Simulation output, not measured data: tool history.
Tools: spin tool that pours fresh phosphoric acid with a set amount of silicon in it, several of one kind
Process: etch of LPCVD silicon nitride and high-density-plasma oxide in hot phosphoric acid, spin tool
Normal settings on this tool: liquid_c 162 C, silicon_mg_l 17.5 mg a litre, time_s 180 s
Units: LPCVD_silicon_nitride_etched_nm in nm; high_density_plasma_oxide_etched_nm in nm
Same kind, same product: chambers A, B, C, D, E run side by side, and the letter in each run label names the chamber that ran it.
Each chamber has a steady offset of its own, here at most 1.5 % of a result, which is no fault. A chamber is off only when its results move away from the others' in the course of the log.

| run | hour | liquid_c | silicon_mg_l | time_s | hours since the thermometer was replaced | hours since the dissolved silicon flow meter was replaced | hours since the heated supply line was repaired | read-back film thickness of the LPCVD silicon nitride reference wafer, read on the same gauge (nm) | read-back film thickness of the high-density-plasma oxide reference wafer, read on the same gauge (nm) | LPCVD_silicon_nitride_etched_nm | high_density_plasma_oxide_etched_nm |
|---|---|---|---|---|---|---|---|---|---|---|---|
| 1D | 4.4 | 162 | 17.5 | 180 | 375.1 | 2037.8 | 619.6 | 109.97 | 150.02 | 14.307 | 0.43862 |
| 2B | 8.8 | 162 | 17.5 | 180 | 1797.8 | 747.0 | 489.9 | 110.00 | 149.99 | 14.520 | 0.50566 |
|  | 12.0 | chamber E: thermometer replaced |
| 3E | 12.6 | 162 | 17.5 | 180 | 0.7 | 668.1 | 1440.8 | 110.01 | 149.99 | 14.475 | 0.49958 |
| 4A | 18.4 | 162 | 17.5 | 180 | 257.2 | 1086.2 | 96.1 | 110.00 | 150.02 | 14.280 | 0.44257 |
| 5C | 25.0 | 162 | 17.5 | 180 | 141.6 | 1202.6 | 2690.0 | 109.99 | 150.04 | 14.347 | 0.40521 |
| 6A | 29.8 | 162 | 17.5 | 180 | 268.6 | 1097.6 | 107.5 | 110.02 | 150.02 | 14.250 | 0.44999 |
|  | 33.8 | chamber C: dissolved silicon flow meter replaced |
| 7B | 33.8 | 162 | 17.5 | 180 | 1822.8 | 772.0 | 514.9 | 110.00 | 149.98 | 14.635 | 0.44581 |
| 8D | 40.8 | 162 | 17.5 | 180 | 411.5 | 2074.2 | 656.0 | 109.97 | 149.99 | 14.414 | 0.43656 |
| 9C | 45.7 | 162 | 17.5 | 180 | 162.3 | 12.0 | 2710.7 | 110.02 | 150.00 | 14.397 | 0.48943 |
| 10E | 50.6 | 165 | 17.5 | 215 | 38.7 | 706.1 | 1478.8 | 110.02 | 149.99 | 19.079 | 0.69656 |
| 11C | 57.6 | 165 | 17.5 | 215 | 174.2 | 23.9 | 2722.6 | 110.00 | 149.96 | 19.039 | 0.64731 |
| 12D | 64.0 | 165 | 17.5 | 215 | 434.7 | 2097.4 | 679.2 | 109.97 | 149.99 | 18.896 | 0.72840 |
| 13A | 70.7 | 165 | 17.5 | 215 | 309.5 | 1138.5 | 148.4 | 110.00 | 150.01 | 18.778 | 0.70723 |
| 14E | 75.5 | 165 | 17.5 | 215 | 63.6 | 731.0 | 1503.7 | 110.02 | 149.94 | 19.191 | 0.69369 |
| 15B | 82.3 | 162 | 17.5 | 180 | 1871.3 | 820.5 | 563.4 | 110.01 | 150.00 | 14.057 | 0.43672 |
|  | 83.7 | chamber B: thermometer replaced |
| 16C | 89.6 | 162 | 17.5 | 180 | 206.2 | 55.9 | 2754.6 | 109.99 | 150.02 | 14.500 | 0.44723 |
| 17A | 94.2 | 162 | 17.5 | 180 | 333.0 | 1162.0 | 171.9 | 109.99 | 149.97 | 14.347 | 0.49598 |
| 18E | 101.1 | 159 | 17.5 | 230 | 89.2 | 756.6 | 1529.3 | 110.00 | 150.01 | 16.862 | 0.52058 |
| 19D | 105.4 | 159 | 17.5 | 230 | 476.1 | 2138.8 | 720.6 | 110.03 | 150.02 | 16.792 | 0.49679 |
| 20B | 108.8 | 159 | 17.5 | 230 | 25.1 | 847.0 | 589.9 | 109.97 | 149.95 | 15.760 | 0.40333 |
| 21A | 113.4 | 159 | 17.5 | 230 | 352.2 | 1181.2 | 191.1 | 109.99 | 150.00 | 16.577 | 0.48166 |
| 22E | 118.0 | 159 | 17.5 | 230 | 106.1 | 773.5 | 1546.2 | 109.99 | 149.98 | 16.603 | 0.51148 |
| 23D | 122.7 | 162 | 17.5 | 180 | 493.4 | 2156.1 | 737.9 | 110.04 | 149.97 | 14.146 | 0.43279 |
| 24C | 128.7 | 162 | 17.5 | 180 | 245.3 | 95.0 | 2793.7 | 109.99 | 150.03 | 14.290 | 0.43825 |
|  | 131.0 | chamber D: dissolved silicon flow meter replaced |
| 25B | 133.2 | 162 | 17.5 | 180 | 49.5 | 871.4 | 614.3 | 109.96 | 149.97 | 13.346 | 0.45085 |
| 26C | 140.2 | 162 | 11.5 | 180 | 256.8 | 106.5 | 2805.2 | 110.01 | 149.99 | 14.256 | 0.52000 |
| 27B | 147.0 | 162 | 11.5 | 180 | 63.3 | 885.2 | 628.1 | 110.01 | 149.97 | 13.209 | 0.47246 |
| 28A | 150.3 | 162 | 11.5 | 180 | 389.1 | 1218.1 | 228.0 | 109.98 | 150.05 | 14.364 | 0.51961 |
| 29D | 156.4 | 162 | 11.5 | 180 | 527.1 | 25.4 | 771.6 | 110.00 | 150.02 | 14.407 | 0.48786 |
| 30E | 163.4 | 162 | 11.5 | 180 | 151.5 | 818.9 | 1591.6 | 110.05 | 150.00 | 14.876 | 0.53710 |

Has any chamber moved away from the others, gradually or after a service, or does the common gauge drift, or do the chambers differ only by their own small steady offsets? State the chamber and the most likely cause if one applies.

It is chamber B that slowly wanders off from its peers.
Likeliest cause: temperature lost on the way to the wafer (K) = 3.39.

Below are 4 candidate recipes for chamber B's next run, each the usual settings with a change, their results shown as question marks. Which of them brings B's results back in line with what the other chambers give on the usual settings?
In line means no further than this from the other chambers' mean on the usual settings: LPCVD_silicon_nitride_etched_nm 0.450 nm; high_density_plasma_oxide_etched_nm 0.12000 nm
| 31B-1 | 168.7 | 162.0 | 20.0 | 170 |  |  |  |  |  | ? | ? |
| 31B-2 | 168.7 | 162.5 | 13.0 | 195 |  |  |  |  |  | ? | ? |
| 31B-3 | 168.7 | 161.5 | 22.0 | 165 |  |  |  |  |  | ? | ? |
| 31B-4 | 168.7 | 162.0 | 15.0 | 190 |  |  |  |  |  | ? | ? |

Other chambers, usual settings, mean: LPCVD_silicon_nitride_etched_nm 14.384 nm; high_density_plasma_oxide_etched_nm 0.47746 nm
| run | LPCVD_silicon_nitride_etched_nm | high_density_plasma_oxide_etched_nm |
|---|---|---|
| 31B-1 | 12.229 | 0.32750 |
| 31B-2 | 14.266 | 0.46790 |
| 31B-3 | 11.674 | 0.28894 |
| 31B-4 | 13.668 | 0.41832 |
31B-2 puts the chamber back in line with the other chambers.

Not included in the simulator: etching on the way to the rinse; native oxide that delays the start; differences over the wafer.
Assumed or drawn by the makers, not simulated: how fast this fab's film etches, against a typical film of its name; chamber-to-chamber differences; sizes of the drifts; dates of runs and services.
